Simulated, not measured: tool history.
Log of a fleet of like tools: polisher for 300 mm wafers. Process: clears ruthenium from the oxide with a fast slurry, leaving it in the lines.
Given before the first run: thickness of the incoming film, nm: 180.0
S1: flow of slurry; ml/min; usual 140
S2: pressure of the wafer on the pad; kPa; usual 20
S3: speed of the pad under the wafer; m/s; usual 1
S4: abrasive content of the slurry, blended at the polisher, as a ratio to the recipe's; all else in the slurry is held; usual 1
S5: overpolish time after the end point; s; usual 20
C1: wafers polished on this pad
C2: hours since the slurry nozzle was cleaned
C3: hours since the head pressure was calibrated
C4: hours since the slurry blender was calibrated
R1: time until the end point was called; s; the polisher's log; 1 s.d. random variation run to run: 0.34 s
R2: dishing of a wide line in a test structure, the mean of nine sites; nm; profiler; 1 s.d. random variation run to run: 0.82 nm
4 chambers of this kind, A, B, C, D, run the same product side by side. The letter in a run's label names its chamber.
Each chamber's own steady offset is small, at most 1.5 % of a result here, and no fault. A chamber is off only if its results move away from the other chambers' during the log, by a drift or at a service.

At hour 3.1: chamber A: head pressure recalibrated.
Run 1D, hour 12.6: usual settings; C1 584; C2 149.4; C3 920.4; C4 261.8. Result: R1 38.133 s, R2 35.672 nm.
Run 2B, hour 21: usual settings; C1 294; C2 543.3; C3 655.3; C4 462. Result: R1 38.995 s, R2 35.658 nm.
At hour 21.1: chamber A: slurry nozzle cleaned.
At hour 22.1: chamber C: worn pad replaced by a new one.
Run 3C, hour 28.6: usual settings; C1 52; C2 126.7; C3 313; C4 91.3. Result: R1 39.323 s, R2 36.014 nm.
At hour 33.2: chamber B: slurry blender recalibrated.
Run 4A, hour 39.3: usual settings; C1 1065; C2 18.3; C3 36.2; C4 241.6. Result: R1 37.526 s, R2 34.796 nm.
Run 5B, hour 48.1: usual settings; C1 510; C2 570.4; C3 682.4; C4 14.9. Result: R1 38.714 s, R2 35.545 nm.
At hour 54.4: chamber D: slurry blender recalibrated.
At hour 55.7: chamber B: slurry nozzle cleaned.
Run 6D, hour 61.7: usual settings; C1 976; C2 198.5; C3 969.5; C4 7.3. Result: R1 38.723 s, R2 35.358 nm.
Run 7C, hour 71.2: usual settings; C1 391; C2 169.3; C3 355.6; C4 133.9. Result: R1 38.857 s, R2 35.565 nm.
At hour 75.7: chamber B: head pressure recalibrated.
Run 8A, hour 79.5: usual settings; C1 1385; C2 58.5; C3 76.4; C4 281.8. Result: R1 37.619 s, R2 34.979 nm.
At hour 82.2: chamber C: slurry blender recalibrated.
At hour 84.5: chamber B: worn pad replaced by a new one.
At hour 87.5: chamber C: worn pad replaced by a new one.
Run 9A, hour 91.5: usual settings; C1 1481; C2 70.5; C3 88.4; C4 293.8. Result: R1 38.282 s, R2 36.549 nm.
Run 10C, hour 101.5: usual settings; C1 112; C2 199.6; C3 385.9; C4 19.3. Result: R1 38.942 s, R2 36.107 nm.
At hour 102.2: chamber A: worn pad replaced by a new one.
Run 11D, hour 113.1: usual settings; C1 1386; C2 249.9; C3 1020.9; C4 58.7. Result: R1 38.532 s, R2 35.539 nm.
At hour 120: chamber D: worn pad replaced by a new one.
Run 12B, hour 123.6: usual settings; C1 312; C2 68; C3 48; C4 90.4. Result: R1 38.088 s, R2 36.141 nm.
At hour 128.8: chamber D: slurry nozzle cleaned.
At hour 132.8: chamber A: slurry blender recalibrated.
Run 13B, hour 137.2: usual settings but S2 15.9 kPa; C1 420; C2 81.6; C3 61.6; C4 104. Result: R1 48.103 s, R2 32.683 nm.
Run 14A, hour 146.2: usual settings but S2 15.9 kPa; C1 350; C2 125.2; C3 143.1; C4 13.4. Result: R1 48.059 s, R2 33.111 nm.
Run 15C, hour 155.9: usual settings but S2 15.9 kPa; C1 545; C2 254; C3 440.3; C4 73.7. Result: R1 48.859 s, R2 32.061 nm.
Run 16D, hour 163.1: usual settings but S2 15.9 kPa; C1 343; C2 34.3; C3 1070.9; C4 108.7. Result: R1 49.024 s, R2 32.029 nm.
Run 17D, hour 172.2: usual settings; C1 416; C2 43.4; C3 1080; C4 117.8. Result: R1 39.288 s, R2 35.56 nm.
At hour 173.9: chamber C: worn pad replaced by a new one.
Run 18C, hour 180.9: usual settings but S3 0.66 m/s, S4 1.25; C1 56; C2 279; C3 465.3; C4 98.7. Result: R1 53.708 s, R2 31.871 nm.
At hour 187.6: chamber B: worn pad replaced by a new one.
Run 19A, hour 190.8: usual settings but S3 0.66 m/s, S4 1.25; C1 706; C2 169.8; C3 187.7; C4 58. Result: R1 52.206 s, R2 32.016 nm.
Run 20B, hour 203.1: usual settings but S3 0.66 m/s, S4 1.25; C1 124; C2 147.5; C3 127.5; C4 169.9. Result: R1 52.432 s, R2 30.905 nm.
Run 21B, hour 211.3: usual settings but S3 0.66 m/s, S4 1.25; C1 189; C2 155.7; C3 135.7; C4 178.1. Result: R1 53.093 s, R2 31.884 nm.
Run 22C, hour 222.3: usual settings; C1 386; C2 320.4; C3 506.7; C4 140.1. Result: R1 38.95 s, R2 36.422 nm.
At hour 222.5: chamber C: head pressure recalibrated.
Run 23A, hour 231.3: usual settings; C1 1029; C2 210.3; C3 228.2; C4 98.5. Result: R1 37.762 s, R2 34.579 nm.
At hour 237: chamber C: slurry blender recalibrated.
Run 24D, hour 240.2: usual settings; C1 958; C2 111.4; C3 1148; C4 185.8. Result: R1 38.666 s, R2 35.061 nm.
Run 25B, hour 247.2: usual settings; C1 475; C2 191.6; C3 171.6; C4 214. Result: R1 37.924 s, R2 36.419 nm.
At hour 250.5: chamber C: worn pad replaced by a new one.
Run 26A, hour 255.3: usual settings; C1 1220; C2 234.3; C3 252.2; C4 122.5. Result: R1 38.234 s, R2 36.688 nm.
At hour 259.3: chamber A: worn pad replaced by a new one.
Run 27C, hour 268.7: usual settings; C1 145; C2 366.8; C3 46.2; C4 31.7. Result: R1 38.849 s, R2 36.248 nm.
Run 28D, hour 277.1: usual settings; C1 1252; C2 148.3; C3 1184.9; C4 222.7. Result: R1 38.651 s, R2 35.217 nm.
At hour 279.9: chamber D: worn pad replaced by a new one.
Run 29B, hour 287.3: usual settings; C1 795; C2 231.7; C3 211.7; C4 254.1. Result: R1 38.926 s, R2 36.02 nm.
Run 30A, hour 295.8: usual settings; C1 291; C2 274.8; C3 292.7; C4 163. Result: R1 38.822 s, R2 35.194 nm.
At hour 300.3: chamber B: worn pad replaced by a new one.
Run 31C, hour 307.2: usual settings; C1 452; C2 405.3; C3 84.7; C4 70.2. Result: R1 38.985 s, R2 35.095 nm.
At hour 317.2: chamber C: worn pad replaced by a new one.
Run 32D, hour 321.1: usual settings; C1 328; C2 192.3; C3 1228.9; C4 266.7. Result: R1 38.596 s, R2 37.164 nm.
Run 33C, hour 331.5: usual settings; C1 114; C2 429.6; C3 109; C4 94.5. Result: R1 38.556 s, R2 37.139 nm.
Run 34D, hour 341.7: usual settings; C1 492; C2 212.9; C3 1249.5; C4 287.3. Result: R1 39.062 s, R2 35.205 nm.
Run 35B, hour 349.8: usual settings; C1 394; C2 294.2; C3 274.2; C4 316.6. Result: R1 38.749 s, R2 35.688 nm.
Run 36A, hour 363.5: usual settings; C1 831; C2 342.5; C3 360.4; C4 230.7. Result: R1 38.337 s, R2 35.645 nm.
Run 37D, hour 374.5: usual settings; C1 754; C2 245.7; C3 1282.3; C4 320.1. Result: R1 38.795 s, R2 33.395 nm.
Run 38B, hour 383.4: usual settings; C1 662; C2 327.8; C3 307.8; C4 350.2. Result: R1 38.841 s, R2 36.271 nm.

Predict what each chamber gives when all 4 of them run the settings below next.
Run 39A, hour 393.8: usual settings but S4 0.8. Result: R1 ?, R2 ?.
Run 39B, hour 393.8: usual settings but S4 0.8. Result: R1 ?, R2 ?.
Run 39C, hour 393.8: usual settings but S4 0.8. Result: R1 ?, R2 ?.
Run 39D, hour 393.8: usual settings but S4 0.8. Result: R1 ?, R2 ?.

run      R1      R2
39A  41.486  33.844
39B  41.835  34.233
39C  42.989  35.002
39D  42.693   34.66

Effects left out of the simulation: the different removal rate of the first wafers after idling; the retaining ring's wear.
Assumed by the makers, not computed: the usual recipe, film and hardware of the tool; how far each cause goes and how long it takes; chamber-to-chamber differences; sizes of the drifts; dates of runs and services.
